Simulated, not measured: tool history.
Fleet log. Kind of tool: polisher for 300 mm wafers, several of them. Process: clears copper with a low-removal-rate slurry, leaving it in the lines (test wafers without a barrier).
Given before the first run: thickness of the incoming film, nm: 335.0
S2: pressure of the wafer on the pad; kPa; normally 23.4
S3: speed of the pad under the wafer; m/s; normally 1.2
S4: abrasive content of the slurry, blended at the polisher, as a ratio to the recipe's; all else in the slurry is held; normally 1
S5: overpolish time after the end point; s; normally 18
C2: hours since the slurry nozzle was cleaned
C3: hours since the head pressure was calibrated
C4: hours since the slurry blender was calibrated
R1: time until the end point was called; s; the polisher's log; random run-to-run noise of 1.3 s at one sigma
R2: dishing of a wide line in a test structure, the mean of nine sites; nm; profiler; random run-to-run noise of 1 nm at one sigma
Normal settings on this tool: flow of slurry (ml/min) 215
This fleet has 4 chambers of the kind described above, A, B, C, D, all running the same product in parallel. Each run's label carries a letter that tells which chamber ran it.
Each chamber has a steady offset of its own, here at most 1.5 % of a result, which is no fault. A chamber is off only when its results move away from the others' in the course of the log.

{"run": "1D", "hour": 3.4, "flow of slurry (ml/min)": 215, "S2": 23.4, "S3": 1.2, "S4": 1, "S5": 18, "wafers polished on this pad": 837, "C2": 73.4, "C3": 182.8, "C4": 82.3, "R1": 67.753, "R2": 52.951}
{"hour": 4.0, "done": "chamber A: slurry blender recalibrated"}
{"run": "2C", "hour": 6.4, "flow of slurry (ml/min)": 215, "S2": 23.4, "S3": 1.2, "S4": 1, "S5": 18, "wafers polished on this pad": 366, "C2": 495, "C3": 947.9, "C4": 122.3, "R1": 69.398, "R2": 53.978}
{"run": "3A", "hour": 11.7, "flow of slurry (ml/min)": 215, "S2": 23.4, "S3": 1.2, "S4": 1, "S5": 18, "wafers polished on this pad": 916, "C2": 319.4, "C3": 906.7, "C4": 7.8, "R1": 69.104, "R2": 53.863}
{"run": "4B", "hour": 14.8, "flow of slurry (ml/min)": 215, "S2": 23.4, "S3": 1.2, "S4": 1, "S5": 18, "wafers polished on this pad": 796, "C2": 262.9, "C3": 365.9, "C4": 351.8, "R1": 69.444, "R2": 54.602}
{"run": "5A", "hour": 19.4, "flow of slurry (ml/min)": 215, "S2": 23.4, "S3": 1.2, "S4": 1, "S5": 18, "wafers polished on this pad": 974, "C2": 327.1, "C3": 914.4, "C4": 15.5, "R1": 68.14, "R2": 54.331}
{"run": "6C", "hour": 22.4, "flow of slurry (ml/min)": 215, "S2": 23.4, "S3": 1.2, "S4": 1, "S5": 18, "wafers polished on this pad": 486, "C2": 511, "C3": 963.9, "C4": 138.3, "R1": 72.162, "R2": 54.161}
{"run": "7D", "hour": 28.1, "flow of slurry (ml/min)": 215, "S2": 23.4, "S3": 1.2, "S4": 1, "S5": 18, "wafers polished on this pad": 1023, "C2": 98.1, "C3": 207.5, "C4": 107, "R1": 67.492, "R2": 54.881}
{"run": "8B", "hour": 32.0, "flow of slurry (ml/min)": 215, "S2": 23.4, "S3": 1.2, "S4": 1, "S5": 18, "wafers polished on this pad": 925, "C2": 280.1, "C3": 383.1, "C4": 369, "R1": 69.685, "R2": 54.117}
{"hour": 36.6, "done": "chamber C: slurry blender recalibrated"}
{"hour": 36.7, "done": "chamber C: worn pad replaced by a new one"}
{"run": "9C", "hour": 37.9, "flow of slurry (ml/min)": 215, "S2": 23.4, "S3": 1.2, "S4": 1, "S5": 18, "wafers polished on this pad": 9, "C2": 526.5, "C3": 979.4, "C4": 1.4, "R1": 70.333, "R2": 53.896}
{"hour": 40.5, "done": "chamber B: worn pad replaced by a new one"}
{"hour": 42.1, "done": "chamber D: slurry blender recalibrated"}
{"run": "10B", "hour": 42.7, "flow of slurry (ml/min)": 215, "S2": 29.6, "S3": 1.2, "S4": 0.8, "S5": 18, "wafers polished on this pad": 16, "C2": 290.8, "C3": 393.8, "C4": 379.7, "R1": 57.45, "R2": 64.152}
{"run": "11A", "hour": 46.6, "flow of slurry (ml/min)": 215, "S2": 29.6, "S3": 1.2, "S4": 0.8, "S5": 18, "wafers polished on this pad": 1178, "C2": 354.3, "C3": 941.6, "C4": 42.7, "R1": 57.835, "R2": 65.35}
{"run": "12D", "hour": 49.8, "flow of slurry (ml/min)": 215, "S2": 29.6, "S3": 1.2, "S4": 0.8, "S5": 18, "wafers polished on this pad": 1186, "C2": 119.8, "C3": 229.2, "C4": 7.8, "R1": 57.258, "R2": 62.782}
{"hour": 51.0, "done": "chamber A: worn pad replaced by a new one"}
{"run": "13D", "hour": 54.2, "flow of slurry (ml/min)": 215, "S2": 29.6, "S3": 1.2, "S4": 0.8, "S5": 18, "wafers polished on this pad": 1219, "C2": 124.2, "C3": 233.6, "C4": 12.2, "R1": 57.331, "R2": 65.063}
{"run": "14A", "hour": 58.9, "flow of slurry (ml/min)": 215, "S2": 23.4, "S3": 1.2, "S4": 1, "S5": 18, "wafers polished on this pad": 59, "C2": 366.6, "C3": 953.9, "C4": 55, "R1": 69.396, "R2": 54.844}
{"run": "15B", "hour": 61.8, "flow of slurry (ml/min)": 215, "S2": 23.4, "S3": 1.2, "S4": 1, "S5": 18, "wafers polished on this pad": 160, "C2": 309.9, "C3": 412.9, "C4": 398.8, "R1": 69.845, "R2": 55.648}
{"run": "16C", "hour": 64.5, "flow of slurry (ml/min)": 215, "S2": 23.4, "S3": 1.2, "S4": 1, "S5": 18, "wafers polished on this pad": 208, "C2": 553.1, "C3": 1006, "C4": 28, "R1": 69.255, "R2": 54.217}
{"hour": 65.2, "done": "chamber B: slurry blender recalibrated"}
{"run": "17D", "hour": 68.2, "flow of slurry (ml/min)": 215, "S2": 23.4, "S3": 1.2, "S4": 1, "S5": 18, "wafers polished on this pad": 1324, "C2": 138.2, "C3": 247.6, "C4": 26.2, "R1": 68.823, "R2": 53.8}
{"run": "18A", "hour": 73.2, "flow of slurry (ml/min)": 215, "S2": 23.4, "S3": 0.94, "S4": 1, "S5": 12, "wafers polished on this pad": 167, "C2": 380.9, "C3": 968.2, "C4": 69.3, "R1": 89.341, "R2": 31.251}
{"run": "19C", "hour": 79.6, "flow of slurry (ml/min)": 215, "S2": 23.4, "S3": 0.94, "S4": 1, "S5": 12, "wafers polished on this pad": 322, "C2": 568.2, "C3": 1021.1, "C4": 43.1, "R1": 91.147, "R2": 31.842}
{"run": "20B", "hour": 85.6, "flow of slurry (ml/min)": 215, "S2": 23.4, "S3": 0.94, "S4": 1, "S5": 12, "wafers polished on this pad": 339, "C2": 333.7, "C3": 436.7, "C4": 20.4, "R1": 87.896, "R2": 31.005}
{"run": "21B", "hour": 91.0, "flow of slurry (ml/min)": 215, "S2": 23.4, "S3": 0.94, "S4": 1, "S5": 12, "wafers polished on this pad": 379, "C2": 339.1, "C3": 442.1, "C4": 25.8, "R1": 87.931, "R2": 32.241}
{"run": "22D", "hour": 96.8, "flow of slurry (ml/min)": 215, "S2": 23.4, "S3": 1.2, "S4": 1, "S5": 18, "wafers polished on this pad": 1539, "C2": 166.8, "C3": 276.2, "C4": 54.8, "R1": 70.268, "R2": 53.83}
{"run": "23A", "hour": 100.5, "flow of slurry (ml/min)": 215, "S2": 23.4, "S3": 1.2, "S4": 1, "S5": 18, "wafers polished on this pad": 372, "C2": 408.2, "C3": 995.5, "C4": 96.6, "R1": 70.166, "R2": 53.762}
{"run": "24C", "hour": 103.5, "flow of slurry (ml/min)": 215, "S2": 23.4, "S3": 1.2, "S4": 1, "S5": 18, "wafers polished on this pad": 501, "C2": 592.1, "C3": 1045, "C4": 67, "R1": 72.79, "R2": 54.907}
{"run": "25D", "hour": 108.5, "flow of slurry (ml/min)": 215, "S2": 23.4, "S3": 1.2, "S4": 1, "S5": 18, "wafers polished on this pad": 1626, "C2": 178.5, "C3": 287.9, "C4": 66.5, "R1": 70.778, "R2": 52.255}
{"hour": 111.6, "done": "chamber C: worn pad replaced by a new one"}
{"run": "26A", "hour": 114.0, "flow of slurry (ml/min)": 215, "S2": 23.4, "S3": 1.2, "S4": 1, "S5": 18, "wafers polished on this pad": 473, "C2": 421.7, "C3": 1009, "C4": 110.1, "R1": 67.971, "R2": 55.789}
{"hour": 117.3, "done": "chamber A: slurry nozzle cleaned"}
{"run": "27B", "hour": 119.8, "flow of slurry (ml/min)": 215, "S2": 23.4, "S3": 1.2, "S4": 1, "S5": 18, "wafers polished on this pad": 595, "C2": 367.9, "C3": 470.9, "C4": 54.6, "R1": 69.444, "R2": 54.981}
{"run": "28C", "hour": 124.5, "flow of slurry (ml/min)": 215, "S2": 23.4, "S3": 0.9, "S4": 1, "S5": 18, "wafers polished on this pad": 97, "C2": 613.1, "C3": 1066, "C4": 88, "R1": 92.52, "R2": 43.384}
{"run": "29A", "hour": 130.0, "flow of slurry (ml/min)": 215, "S2": 23.4, "S3": 0.9, "S4": 1, "S5": 18, "wafers polished on this pad": 593, "C2": 12.8, "C3": 1025, "C4": 126.1, "R1": 95.62, "R2": 42.763}
{"hour": 135.9, "done": "chamber C: slurry nozzle cleaned"}
{"run": "30C", "hour": 136.2, "flow of slurry (ml/min)": 215, "S2": 23.4, "S3": 0.9, "S4": 1, "S5": 18, "wafers polished on this pad": 184, "C2": 0.4, "C3": 1077.7, "C4": 99.7, "R1": 90.86, "R2": 42.723}
{"run": "31D", "hour": 139.1, "flow of slurry (ml/min)": 215, "S2": 23.4, "S3": 0.9, "S4": 1, "S5": 18, "wafers polished on this pad": 1856, "C2": 209.1, "C3": 318.5, "C4": 97.1, "R1": 97.166, "R2": 42.18}
{"run": "32B", "hour": 143.9, "flow of slurry (ml/min)": 215, "S2": 23.4, "S3": 1.2, "S4": 1, "S5": 18, "wafers polished on this pad": 776, "C2": 392, "C3": 495, "C4": 78.7, "R1": 68.367, "R2": 52.767}
{"run": "33B", "hour": 147.6, "flow of slurry (ml/min)": 215, "S2": 23.4, "S3": 1.2, "S4": 1, "S5": 18, "wafers polished on this pad": 804, "C2": 395.7, "C3": 498.7, "C4": 82.4, "R1": 68.654, "R2": 55.396}
{"run": "34C", "hour": 150.4, "flow of slurry (ml/min)": 215, "S2": 23.4, "S3": 1.2, "S4": 1, "S5": 18, "wafers polished on this pad": 291, "C2": 14.6, "C3": 1091.9, "C4": 113.9, "R1": 69.115, "R2": 54.428}
{"hour": 156.6, "done": "chamber A: slurry blender recalibrated"}
{"run": "35D", "hour": 156.8, "flow of slurry (ml/min)": 215, "S2": 23.4, "S3": 1.2, "S4": 1, "S5": 18, "wafers polished on this pad": 1989, "C2": 226.8, "C3": 336.2, "C4": 114.8, "R1": 76.412, "R2": 52.387}
{"run": "36A", "hour": 159.7, "flow of slurry (ml/min)": 215, "S2": 23.4, "S3": 1.52, "S4": 1, "S5": 18, "wafers polished on this pad": 816, "C2": 42.5, "C3": 1054.7, "C4": 3.2, "R1": 54.12, "R2": 65.043}
{"hour": 162.6, "done": "chamber D: slurry blender recalibrated"}
{"run": "37D", "hour": 166.1, "flow of slurry (ml/min)": 215, "S2": 23.4, "S3": 1.52, "S4": 1, "S5": 18, "wafers polished on this pad": 2059, "C2": 236.1, "C3": 345.5, "C4": 3.6, "R1": 60.81, "R2": 59.395}
{"run": "38C", "hour": 171.1, "flow of slurry (ml/min)": 215, "S2": 23.4, "S3": 1.52, "S4": 1, "S5": 18, "wafers polished on this pad": 446, "C2": 35.3, "C3": 1112.6, "C4": 134.6, "R1": 55.196, "R2": 65.811}
{"run": "39A", "hour": 173.9, "flow of slurry (ml/min)": 215, "S2": 23.4, "S3": 1.52, "S4": 1, "S5": 18, "wafers polished on this pad": 923, "C2": 56.7, "C3": 1068.9, "C4": 17.4, "R1": 53.42, "R2": 65.498}
{"run": "40B", "hour": 179.2, "flow of slurry (ml/min)": 215, "S2": 23.4, "S3": 1.2, "S4": 1, "S5": 18, "wafers polished on this pad": 1041, "C2": 427.3, "C3": 530.3, "C4": 114, "R1": 67.726, "R2": 54.35}

Which is it: a chamber that has drifted or been left off by a service, a gauge drift common to all chambers, or only each chamber's usual small offset? If a chamber is off, name it and its likeliest cause.

Chamber D drifts away from the others.
What lies behind it: removal rate lost through wear of the pad, % = 11.6.
Not necessarily distinguishable in this log from: head's pressure below its setpoint, %.

Here are 4 candidates for chamber D's next run, each the usual settings with a change, their results left as question marks. Which one brings its results back in line with what the others give on the usual settings?
Maximum distance from the other chambers' mean on the usual settings for a result to count as in line: R1 4.5 s; R2 3.6 nm
{"run": "41D-1", "hour": 183.8, "flow of slurry (ml/min)": 215, "S2": 24.8, "S3": 1.26, "S4": 1, "S5": 18, "R1": "?", "R2": "?"}
{"run": "41D-2", "hour": 183.8, "flow of slurry (ml/min)": 215, "S2": 22.1, "S3": 1.14, "S4": 1, "S5": 18, "R1": "?", "R2": "?"}
{"run": "41D-3", "hour": 183.8, "flow of slurry (ml/min)": 220, "S2": 26.2, "S3": 1.34, "S4": 1, "S5": 18, "R1": "?", "R2": "?"}
{"run": "41D-4", "hour": 183.8, "flow of slurry (ml/min)": 210, "S2": 20.7, "S3": 1.08, "S4": 1, "S5": 19, "R1": "?", "R2": "?"}

The mean the other chambers reach with the usual settings: R1 69.36 s; R2 54.695 nm
run=41D-1 R1=69.099 R2=54.444
run=41D-2 R1=85.748 R2=45.466
run=41D-3 R1=61.448 R2=59.835
run=41D-4 R1=96.714 R2=42.895
It is 41D-1 that realigns the chamber with its peers.
